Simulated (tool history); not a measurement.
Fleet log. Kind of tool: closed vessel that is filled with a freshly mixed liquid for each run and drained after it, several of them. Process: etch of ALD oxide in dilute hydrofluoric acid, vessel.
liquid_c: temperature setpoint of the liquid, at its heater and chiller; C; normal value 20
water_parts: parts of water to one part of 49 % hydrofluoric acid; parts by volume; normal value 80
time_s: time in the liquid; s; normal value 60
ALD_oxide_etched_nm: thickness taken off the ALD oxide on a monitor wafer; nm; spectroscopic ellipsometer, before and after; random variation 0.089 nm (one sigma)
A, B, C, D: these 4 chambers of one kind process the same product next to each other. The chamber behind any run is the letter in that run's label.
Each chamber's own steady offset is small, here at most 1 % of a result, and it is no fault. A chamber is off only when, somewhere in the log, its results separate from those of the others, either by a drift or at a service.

run	hour	liquid_c	water_parts	time_s	read-back film thickness of the ALD oxide reference wafer, read on the same gauge (nm)	ALD_oxide_etched_nm
1C	13.3	20	80	60	70.006	11.884
2D	25	20	80	60	69.989	12.18
3B	35.2	20	80	60	70.002	12.223
4A	43.7	20	80	60	69.983	12.153
5D	52.8	20	80	80	69.984	16.089
6B	66.6	20	80	80	69.998	15.956
7C	80.7	20	80	80	70.003	16.036
8A	88.6	20	80	80	70.023	16.043
9A	99.9	20	80	60	70.028	11.962
10D	110.1	20	80	60	69.985	12.054
11C	117.2	20	80	60	69.984	11.861
12B	128.7	20	80	60	69.995	12.001
13D	138.7	20	80	60	69.989	12.074
14C	152.5	20	80	60	70.006	11.685
15A	161	20	80	60	70.012	11.946
16B	172	20	80	60	69.996	12.159
17D	178.1	20	80	60	70.015	12.099
18B	186	20	80	60	69.985	11.959
19A	193.3	20	80	60	69.997	12.013
20C	206.1	17	45	60	69.993	19.368
21C	215.3	17	45	60	69.981	19.507
# hour 216.8: chamber D: thermometer replaced
22D	221.6	17	45	60	69.993	19.902
# hour 224.7: chamber B: thermometer replaced
23B	233.8	17	45	60	70.008	19.608
24A	243.9	20	80	60	70.008	11.946
25D	258	20	80	60	70.005	12.285
26B	265.9	20	80	60	69.984	11.995
27A	273.9	20	80	60	69.998	12.016
28C	284.8	20	80	60	70.02	11.887
29C	298.4	20	80	60	69.997	12.045
# hour 301.7: chamber A: hydrofluoric acid flow meter replaced
30B	311.7	20	80	60	69.999	12.067
31A	318	20	80	60	70.015	12.085
32D	328.5	20	45	60	69.986	23.125
33A	340.8	20	45	60	69.987	22.231
34B	354.4	20	45	60	69.987	22.76
35C	361.5	20	45	60	70.001	22.011
36D	368	20	80	60	70.027	12.604
37A	379.2	17	105	60	69.974	7.8162
38D	387.9	17	105	60	70.006	8.2445
39C	402	17	105	60	69.996	7.8939
40B	412.6	17	105	60	69.995	7.9422
41B	422.2	20	80	60	70.013	11.952
42D	431.4	20	80	60	70.007	12.616
43A	439	20	80	60	70.026	12.119

Decide between three cases: one chamber stands off from its peers, the gauge reading all wafers drifts, or nothing is wrong past each chamber's small offset. Where a chamber is off, say which and what most likely put it there.

Little by little, chamber D moves away from the other chambers.
Cause: hydrofluoric acid flow above the setpoint (%) = 4.76.

Which of the 4 candidates below, each the usual settings with something changed and its results left as question marks, puts chamber D back in line with what the other chambers give on the usual settings?
A result is in line if it is within this distance of the other chambers' mean on the usual settings: ALD_oxide_etched_nm 0.31 nm
44D-1	449	18.5	80	60		?
44D-2	449	19.5	80	55		?
44D-3	449	20.5	75	60		?
44D-4	449	21.5	80	60		?

Other chambers, usual settings, mean: ALD_oxide_etched_nm 12.025 nm
run	ALD_oxide_etched_nm
44D-1	11.877
44D-2	11.355
44D-3	13.848
44D-4	13.456
The right change is 44D-1: it brings the chamber back within the allowed miss of the others.

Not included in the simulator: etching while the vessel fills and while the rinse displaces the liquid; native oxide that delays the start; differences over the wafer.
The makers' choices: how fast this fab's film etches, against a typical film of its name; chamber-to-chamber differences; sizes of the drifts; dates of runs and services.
